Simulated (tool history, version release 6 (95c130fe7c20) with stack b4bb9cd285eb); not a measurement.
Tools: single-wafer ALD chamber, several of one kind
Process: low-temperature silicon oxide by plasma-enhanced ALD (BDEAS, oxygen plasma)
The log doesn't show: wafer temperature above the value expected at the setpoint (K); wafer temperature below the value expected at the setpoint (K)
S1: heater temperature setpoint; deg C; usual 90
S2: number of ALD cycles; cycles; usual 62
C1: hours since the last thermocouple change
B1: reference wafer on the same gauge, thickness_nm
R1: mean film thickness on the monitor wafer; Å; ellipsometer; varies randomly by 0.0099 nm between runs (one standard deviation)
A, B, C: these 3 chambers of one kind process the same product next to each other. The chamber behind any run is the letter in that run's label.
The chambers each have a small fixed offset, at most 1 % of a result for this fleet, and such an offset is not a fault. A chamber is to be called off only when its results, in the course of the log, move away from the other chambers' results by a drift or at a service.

{"run": "1C", "hour": 4.3, "S1": 90, "S2": 62, "C1": 594.2, "B1": 8.7028, "R1": 92.588}
{"run": "2B", "hour": 10.9, "S1": 90, "S2": 62, "C1": 1259.4, "B1": 8.703, "R1": 91.291}
{"run": "3A", "hour": 16.9, "S1": 90, "S2": 62, "C1": 1741.5, "B1": 8.7009, "R1": 91.399}
{"run": "4C", "hour": 25.0, "S1": 90, "S2": 62, "C1": 614.9, "B1": 8.7048, "R1": 92.832}
{"run": "5A", "hour": 33.6, "S1": 90, "S2": 62, "C1": 1758.2, "B1": 8.7064, "R1": 91.4}
{"run": "6B", "hour": 38.6, "S1": 90, "S2": 62, "C1": 1287.1, "B1": 8.7073, "R1": 91.49}
{"run": "7B", "hour": 44.8, "S1": 90, "S2": 62, "C1": 1293.3, "B1": 8.7122, "R1": 91.614}
{"run": "8A", "hour": 53.8, "S1": 90, "S2": 52, "C1": 1778.4, "B1": 8.7122, "R1": 76.634}
{"run": "9C", "hour": 59.9, "S1": 90, "S2": 52, "C1": 649.8, "B1": 8.711, "R1": 77.744}
{"run": "10B", "hour": 64.8, "S1": 90, "S2": 52, "C1": 1313.3, "B1": 8.7147, "R1": 76.755}
{"run": "11A", "hour": 70.4, "S1": 90, "S2": 62, "C1": 1795.0, "B1": 8.7121, "R1": 91.54}
{"run": "12C", "hour": 78.2, "S1": 90, "S2": 62, "C1": 668.1, "B1": 8.7142, "R1": 92.949}
{"hour": 86.0, "done": "chamber B: thermocouple changed; heater temperature recalibrated"}
{"run": "13B", "hour": 86.3, "S1": 90, "S2": 62, "C1": 0.4, "B1": 8.7167, "R1": 91.716}
{"run": "14A", "hour": 94.1, "S1": 90, "S2": 62, "C1": 1818.7, "B1": 8.7173, "R1": 91.411}
{"run": "15C", "hour": 98.7, "S1": 90, "S2": 62, "C1": 688.6, "B1": 8.717, "R1": 93.056}
{"run": "16B", "hour": 104.1, "S1": 90, "S2": 62, "C1": 18.2, "B1": 8.7191, "R1": 91.913}
{"run": "17C", "hour": 110.7, "S1": 90, "S2": 62, "C1": 700.6, "B1": 8.7195, "R1": 92.938}
{"run": "18A", "hour": 117.6, "S1": 90, "S2": 62, "C1": 1842.2, "B1": 8.7199, "R1": 91.398}
{"run": "19A", "hour": 121.9, "S1": 90, "S2": 62, "C1": 1846.5, "B1": 8.7221, "R1": 91.688}
{"run": "20C", "hour": 127.5, "S1": 90, "S2": 62, "C1": 717.4, "B1": 8.7237, "R1": 92.953}
{"run": "21B", "hour": 134.6, "S1": 90, "S2": 62, "C1": 48.7, "B1": 8.7261, "R1": 91.586}
{"run": "22B", "hour": 139.7, "S1": 90, "S2": 62, "C1": 53.8, "B1": 8.725, "R1": 91.598}
{"run": "23A", "hour": 148.5, "S1": 90, "S2": 62, "C1": 1873.1, "B1": 8.7283, "R1": 91.633}
{"run": "24C", "hour": 157.0, "S1": 90, "S2": 62, "C1": 746.9, "B1": 8.73, "R1": 93.036}
{"run": "25C", "hour": 166.5, "S1": 90, "S2": 62, "C1": 756.4, "B1": 8.7301, "R1": 93.133}
{"run": "26B", "hour": 172.2, "S1": 90, "S2": 62, "C1": 86.3, "B1": 8.7293, "R1": 91.837}
{"run": "27A", "hour": 178.6, "S1": 90, "S2": 62, "C1": 1903.2, "B1": 8.7348, "R1": 91.662}
{"run": "28B", "hour": 184.5, "S1": 90, "S2": 62, "C1": 98.6, "B1": 8.7363, "R1": 91.803}
{"run": "29A", "hour": 190.6, "S1": 90, "S2": 62, "C1": 1915.2, "B1": 8.736, "R1": 91.582}
{"run": "30C", "hour": 195.3, "S1": 90, "S2": 70, "C1": 785.2, "B1": 8.7382, "R1": 104.98}
{"run": "31B", "hour": 199.7, "S1": 90, "S2": 70, "C1": 113.8, "B1": 8.7374, "R1": 103.51}

Which is it: a chamber that has drifted or been left off by a service, a gauge drift common to all chambers, or only each chamber's usual small offset? If a chamber is off, name it and its likeliest cause.

The shared gauge is drifting. All chambers look as if they move in step, but none is off.
Likeliest cause: gauge reads high (%) = 0.449.
